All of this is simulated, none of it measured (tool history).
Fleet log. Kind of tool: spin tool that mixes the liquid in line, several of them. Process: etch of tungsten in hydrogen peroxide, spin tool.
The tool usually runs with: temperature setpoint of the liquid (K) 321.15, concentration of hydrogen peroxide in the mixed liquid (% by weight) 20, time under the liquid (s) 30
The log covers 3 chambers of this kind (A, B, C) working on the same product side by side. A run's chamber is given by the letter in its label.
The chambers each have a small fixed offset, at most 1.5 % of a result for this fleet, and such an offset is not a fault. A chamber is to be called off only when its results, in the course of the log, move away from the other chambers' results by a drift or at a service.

run	day	temperature setpoint of the liquid (K)	concentration of hydrogen peroxide in the mixed liquid (% by weight)	time under the liquid (s)	read-back film thickness of the tungsten reference wafer, read on the same gauge (nm)	thickness taken off the tungsten on a monitor wafer (angstrom)
1C	0.138	321.15	20	30	79.986	748.26
2B	0.246	321.15	20	30	79.991	743.57
3A	0.438	321.15	20	30	80.008	749.55
4C	0.558	321.15	20	30	79.995	750.42
5A	0.667	321.15	20	30	80.006	756.68
6B	0.85	321.15	20	30	79.992	735.78
7A	0.967	326.15	20	30	80.006	1011.9
8B	1.138	326.15	20	30	80.015	998.55
9C	1.3	326.15	20	30	79.984	1002.9
10B	1.492	321.15	20	30	79.935	741.19
11C	1.642	321.15	20	30	80.02	752.47
12A	1.733	321.15	20	30	80.017	752.92
13C	1.842	321.15	20	30	79.993	757.64
14B	2	321.15	20	30	79.99	724.05
15A	2.158	326.15	20	15	80.044	509.58
16B	2.346	326.15	20	15	80.029	491.86
17C	2.467	326.15	20	15	80.02	506.09
18A	2.629	321.15	25	40	80.025	1127.5
19C	2.746	321.15	25	40	80.018	1118.3
20A	2.858	321.15	25	40	79.975	1125.2
21B	3.058	321.15	20	30	79.999	717.24
22B	3.167	321.15	20	30	79.997	711.99
23A	3.342	321.15	20	30	80.019	752.81
24C	3.546	321.15	20	30	79.991	743.12
25C	3.721	321.15	20	30	80.013	750.94
26A	3.833	321.15	20	30	80.024	745.19

Which is it: a chamber that has drifted or been left off by a service, a gauge drift common to all chambers, or only each chamber's usual small offset? If a chamber is off, name it and its likeliest cause.

One chamber, B, drifts off from the rest bit by bit.
Cause: temperature lost on the way to the wafer (K) = 1.05.
It could be hard to tell apart here from: liquid colder than its thermometer reads (K); peroxide flow below the setpoint (%).

Chamber B could run next with any of the 4 candidate recipes listed below; each alters the usual settings, and their results appear as question marks. Which one brings its results back in line with what the other chambers deliver on the usual settings?
Counts as in line when no further than this from what the other chambers average on the usual settings: thickness taken off the tungsten on a monitor wafer (angstrom) 20
27B-1	3.979	321.65	20	30		?
27B-2	3.979	321.15	23	30		?
27B-3	3.979	320.15	20	30		?
27B-4	3.979	320.65	20	30		?

Usual-settings mean across the other chambers: thickness taken off the tungsten on a monitor wafer (angstrom) 749.31
run	thickness taken off the tungsten on a monitor wafer (angstrom)
27B-1	721.04
27B-2	749.42
27B-3	657.44
27B-4	678.34
Change 27B-2 lands the chamber within the allowed miss of the other chambers.
